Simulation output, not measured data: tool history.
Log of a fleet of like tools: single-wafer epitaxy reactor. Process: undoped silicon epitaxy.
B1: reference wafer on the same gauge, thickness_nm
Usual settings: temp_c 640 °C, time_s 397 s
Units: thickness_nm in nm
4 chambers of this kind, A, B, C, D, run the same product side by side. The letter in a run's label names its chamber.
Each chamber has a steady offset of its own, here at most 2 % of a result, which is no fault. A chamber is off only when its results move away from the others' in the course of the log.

Run 1D, hour 7.0: usual settings; B1 45.623. Result: thickness_nm 53.381 nm.
Run 2C, hour 14.3: usual settings; B1 45.608. Result: thickness_nm 53.437 nm.
Run 3A, hour 18.6: usual settings; B1 45.617. Result: thickness_nm 53.456 nm.
Run 4B, hour 24.4: usual settings; B1 45.643. Result: thickness_nm 54.478 nm.
Run 5D, hour 30.0: usual settings; B1 45.636. Result: thickness_nm 53.430 nm.
Run 6B, hour 36.3: usual settings; B1 45.657. Result: thickness_nm 54.433 nm.
Run 7A, hour 43.5: usual settings but time_s 468 s; B1 45.672. Result: thickness_nm 63.099 nm.
Run 8C, hour 51.0: usual settings but time_s 468 s; B1 45.681. Result: thickness_nm 63.029 nm.
Run 9A, hour 56.3: usual settings but time_s 468 s; B1 45.671. Result: thickness_nm 63.062 nm.
Run 10C, hour 59.8: usual settings but time_s 468 s; B1 45.690. Result: thickness_nm 63.169 nm.
At hour 61.8: chamber C: pyrometer calibrated.
Run 11B, hour 66.4: usual settings but temp_c 647 °C; B1 45.704. Result: thickness_nm 63.809 nm.
Run 12D, hour 71.5: usual settings but temp_c 647 °C; B1 45.711. Result: thickness_nm 62.635 nm.
Run 13A, hour 78.4: usual settings but temp_c 647 °C; B1 45.722. Result: thickness_nm 62.542 nm.
Run 14D, hour 83.8: usual settings but temp_c 647 °C; B1 45.740. Result: thickness_nm 62.686 nm.
Run 15C, hour 88.9: usual settings; B1 45.725. Result: thickness_nm 53.396 nm.
Run 16B, hour 95.4: usual settings; B1 45.719. Result: thickness_nm 54.502 nm.
Run 17A, hour 100.8: usual settings but temp_c 635 °C, time_s 338 s; B1 45.754. Result: thickness_nm 40.637 nm.
Run 18C, hour 105.0: usual settings but temp_c 635 °C, time_s 338 s; B1 45.751. Result: thickness_nm 40.819 nm.
Run 19D, hour 109.0: usual settings but temp_c 635 °C, time_s 338 s; B1 45.765. Result: thickness_nm 40.644 nm.
Run 20B, hour 116.0: usual settings but temp_c 635 °C, time_s 338 s; B1 45.768. Result: thickness_nm 41.412 nm.
Run 21D, hour 122.6: usual settings; B1 45.781. Result: thickness_nm 53.586 nm.
Run 22A, hour 126.8: usual settings but time_s 352 s; B1 45.793. Result: thickness_nm 47.638 nm.
Run 23B, hour 132.5: usual settings but time_s 352 s; B1 45.795. Result: thickness_nm 48.434 nm.
Run 24C, hour 139.2: usual settings but time_s 352 s; B1 45.806. Result: thickness_nm 47.434 nm.
Run 25B, hour 144.5: usual settings but time_s 352 s; B1 45.827. Result: thickness_nm 48.526 nm.
Run 26A, hour 149.3: usual settings; B1 45.824. Result: thickness_nm 53.662 nm.
Run 27D, hour 153.9: usual settings; B1 45.817. Result: thickness_nm 53.488 nm.
Run 28C, hour 161.2: usual settings; B1 45.844. Result: thickness_nm 53.703 nm.

Is one chamber off against the others, does the gauge drift, or is nothing wrong? If a chamber is off, say which, and what the likeliest cause is.

The gauge drifts, so all chambers seem to drift together. No chamber is off.
Cause: gauge reads high (%) = 0.542.
